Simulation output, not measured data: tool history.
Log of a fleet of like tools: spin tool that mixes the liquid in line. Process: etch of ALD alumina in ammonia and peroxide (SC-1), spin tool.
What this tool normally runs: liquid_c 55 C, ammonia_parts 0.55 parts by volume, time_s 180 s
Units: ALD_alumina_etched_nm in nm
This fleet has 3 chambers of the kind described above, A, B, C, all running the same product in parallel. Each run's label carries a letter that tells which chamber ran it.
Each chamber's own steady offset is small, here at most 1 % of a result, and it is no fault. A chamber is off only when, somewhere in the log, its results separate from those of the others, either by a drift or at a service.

run,day,liquid_c,ammonia_parts,time_s,hours since the thermometer was replaced,hours since the ammonia flow meter was replaced,hours since the heated supply line was repaired,hours since the drum of ammonia solution was connected,"read-back film thickness of the ALD alumina reference wafer, read on the same gauge (nm)",ALD_alumina_etched_nm
1C,0.092,55,0.55,180,743.4,496.1,1800.9,255.9,59.992,12.756
2A,0.192,55,0.55,180,1042,1546.6,340.4,297.6,59.994,12.757
3B,0.342,55,0.55,180,713.7,2472.4,899,415.8,59.948,12.85
4A,0.479,55,0.55,180,1048.9,1553.5,347.3,304.5,60.014,12.745
5C,0.604,55,0.55,180,755.7,508.4,1813.2,268.2,59.993,12.894
6B,0.792,55,0.55,180,724.5,2483.2,909.8,426.6,60.018,12.891
7A,0.929,55,0.55,180,1059.7,1564.3,358.1,315.3,60.002,12.691
8B,1.079,55,0.55,180,731.4,2490.1,916.7,433.5,59.993,13.099
9C,1.196,63,0.55,255,769.9,522.6,1827.4,282.4,60.004,28.529
10B,1.362,63,0.55,255,738.2,2496.9,923.5,440.3,59.993,27.545
11A,1.517,63,0.55,255,1073.8,1578.4,372.2,329.4,59.984,27.387
12C,1.688,55,0.55,180,781.7,534.4,1839.2,294.2,59.981,13.199
13C,1.875,55,0.55,180,786.2,538.9,1843.7,298.7,60.009,13.415
14B,2,55,0.55,180,753.5,2512.2,938.8,455.6,59.99,12.891
15A,2.15,55,0.55,180,1089,1593.6,387.4,344.6,59.964,12.727
16B,2.238,55,0.55,180,759.2,2517.9,944.5,461.3,60.012,13.044
# day 2.312: chamber C: heated supply line repaired
17C,2.338,55,0.55,250,797.3,550,0.7,309.8,60.038,18.544
18A,2.433,55,0.55,250,1095.8,1600.4,394.2,351.4,60.042,17.536
# day 2.467: chamber B: ammonia flow meter replaced
19A,2.588,55,0.55,250,1099.5,1604.1,397.9,355.1,59.986,17.674
20B,2.7,55,0.55,180,770.3,5.6,955.6,472.4,59.994,13.103
21C,2.796,55,0.55,180,808.3,561,11.7,320.8,60.016,13.611

Predict what each chamber gives when all 3 of them run the settings below next.
22A,2.933,45.5,0.55,180,,,,,,?
22B,2.933,45.5,0.55,180,,,,,,?
22C,2.933,45.5,0.55,180,,,,,,?

run,ALD_alumina_etched_nm
22A,7.6331
22B,7.7524
22C,8.1385
